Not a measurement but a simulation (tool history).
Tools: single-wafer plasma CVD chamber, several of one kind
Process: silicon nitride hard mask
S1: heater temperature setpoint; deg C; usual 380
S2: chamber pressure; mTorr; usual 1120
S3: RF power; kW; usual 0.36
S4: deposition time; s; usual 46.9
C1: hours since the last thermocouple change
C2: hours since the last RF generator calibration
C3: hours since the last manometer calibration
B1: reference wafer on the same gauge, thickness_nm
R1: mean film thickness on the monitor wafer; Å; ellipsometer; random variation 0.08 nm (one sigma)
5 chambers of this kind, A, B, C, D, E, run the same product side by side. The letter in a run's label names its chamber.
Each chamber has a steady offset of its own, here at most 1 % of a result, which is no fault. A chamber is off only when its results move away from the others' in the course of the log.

| run | day | S1 | S2 | S3 | S4 | C1 | C2 | C3 | B1 | R1 |
|---|---|---|---|---|---|---|---|---|---|---|
| 1E | 0.279 | 380 | 1120 | 0.36 | 46.9 | 570.8 | 2358.4 | 629 | 62.189 | 546.54 |
| 2B | 0.575 | 380 | 1120 | 0.36 | 46.9 | 1816.9 | 1865.6 | 768.5 | 62.215 | 545.99 |
| 3D | 0.812 | 380 | 1120 | 0.36 | 46.9 | 599.4 | 1039.7 | 384.4 | 62.241 | 550.67 |
| 4A | 1.108 | 380 | 1120 | 0.36 | 46.9 | 439.8 | 300.2 | 481.8 | 62.238 | 551.39 |
| 5C | 1.425 | 380 | 1120 | 0.36 | 46.9 | 820.6 | 589.5 | 101.6 | 62.27 | 546.15 |
| 6E | 1.638 | 380 | 1120 | 0.36 | 46.9 | 603.4 | 2391 | 661.6 | 62.26 | 547.67 |
| 7B | 1.971 | 380 | 1120 | 0.36 | 46.9 | 1850.4 | 1899.1 | 802 | 62.264 | 545.71 |
| 8D | 2.146 | 380 | 1120 | 0.36 | 46.9 | 631.4 | 1071.7 | 416.4 | 62.278 | 550.26 |
| 9C | 2.388 | 380 | 1120 | 0.36 | 46.9 | 843.7 | 612.6 | 124.7 | 62.285 | 548.53 |
| 10A | 2.567 | 380 | 1120 | 0.36 | 46.9 | 474.8 | 335.2 | 516.8 | 62.291 | 551.25 |
| 11D | 2.912 | 380 | 1120 | 0.36 | 46.9 | 649.8 | 1090.1 | 434.8 | 62.308 | 550.54 |
| 12C | 3.271 | 380 | 1300 | 0.36 | 52.7 | 864.9 | 633.8 | 145.9 | 62.31 | 645.56 |
| 13B | 3.479 | 380 | 1300 | 0.36 | 52.7 | 1886.6 | 1935.3 | 838.2 | 62.351 | 643.25 |
| 14E | 3.742 | 380 | 1300 | 0.36 | 52.7 | 653.9 | 2441.5 | 712.1 | 62.347 | 645.7 |
|  | 3.821 | chamber E: RF generator calibrated |
| 15A | 4.038 | 380 | 1300 | 0.36 | 52.7 | 510.1 | 370.5 | 552.1 | 62.387 | 651.07 |
| 16C | 4.292 | 380 | 1300 | 0.36 | 52.7 | 889.4 | 658.3 | 170.4 | 62.388 | 645.57 |
| 17B | 4.579 | 380 | 1120 | 0.36 | 46.9 | 1913 | 1961.7 | 864.6 | 62.378 | 546.88 |
| 18E | 4.862 | 380 | 1120 | 0.43 | 46.9 | 680.8 | 25.1 | 739 | 62.396 | 610.11 |
| 19A | 5.233 | 380 | 1120 | 0.43 | 46.9 | 538.8 | 399.2 | 580.8 | 62.405 | 616.15 |
| 20D | 5.592 | 380 | 1120 | 0.43 | 46.9 | 714.1 | 1154.4 | 499.1 | 62.422 | 616.04 |
| 21B | 5.946 | 380 | 1120 | 0.43 | 46.9 | 1945.8 | 1994.5 | 897.4 | 62.423 | 610.63 |
| 22E | 6.254 | 380 | 1120 | 0.43 | 46.9 | 714.2 | 58.5 | 772.4 | 62.458 | 610.86 |
| 23A | 6.575 | 380 | 1120 | 0.36 | 46.9 | 571 | 431.4 | 613 | 62.446 | 553.46 |
| 24D | 6.817 | 380 | 1220 | 0.36 | 46.9 | 743.5 | 1183.8 | 528.5 | 62.466 | 568.17 |
| 25C | 7.129 | 380 | 1220 | 0.36 | 46.9 | 957.5 | 726.4 | 238.5 | 62.494 | 565.22 |
| 26B | 7.479 | 380 | 1220 | 0.36 | 46.9 | 1982.6 | 2031.3 | 934.2 | 62.51 | 563.27 |
| 27D | 7.692 | 380 | 1220 | 0.36 | 46.9 | 764.5 | 1204.8 | 549.5 | 62.502 | 568.75 |
| 28C | 7.983 | 380 | 1220 | 0.36 | 46.9 | 978 | 746.9 | 259 | 62.517 | 564.81 |
| 29E | 8.275 | 380 | 1120 | 0.36 | 46.9 | 762.7 | 107 | 820.9 | 62.508 | 549.58 |
| 30A | 8.596 | 380 | 1120 | 0.36 | 46.9 | 619.5 | 479.9 | 661.5 | 62.54 | 554.44 |
| 31C | 8.846 | 380 | 1120 | 0.36 | 46.9 | 998.7 | 767.6 | 279.7 | 62.542 | 547.58 |
| 32B | 9.038 | 380 | 1120 | 0.36 | 46.9 | 2020 | 2068.7 | 971.6 | 62.573 | 548.47 |
| 33A | 9.2 | 380 | 860 | 0.36 | 46.9 | 634 | 494.4 | 676 | 62.583 | 505.02 |

Next, every chamber runs the same settings. What will each give?
| 34A | 9.471 | 380 | 1120 | 0.36 | 42.1 |  |  |  |  | ? |
| 34B | 9.471 | 380 | 1120 | 0.36 | 42.1 |  |  |  |  | ? |
| 34C | 9.471 | 380 | 1120 | 0.36 | 42.1 |  |  |  |  | ? |
| 34D | 9.471 | 380 | 1120 | 0.36 | 42.1 |  |  |  |  | ? |
| 34E | 9.471 | 380 | 1120 | 0.36 | 42.1 |  |  |  |  | ? |

| run | R1 |
|---|---|
| 34A | 497.28 |
| 34B | 493.6 |
| 34C | 492.96 |
| 34D | 496.49 |
| 34E | 495.13 |
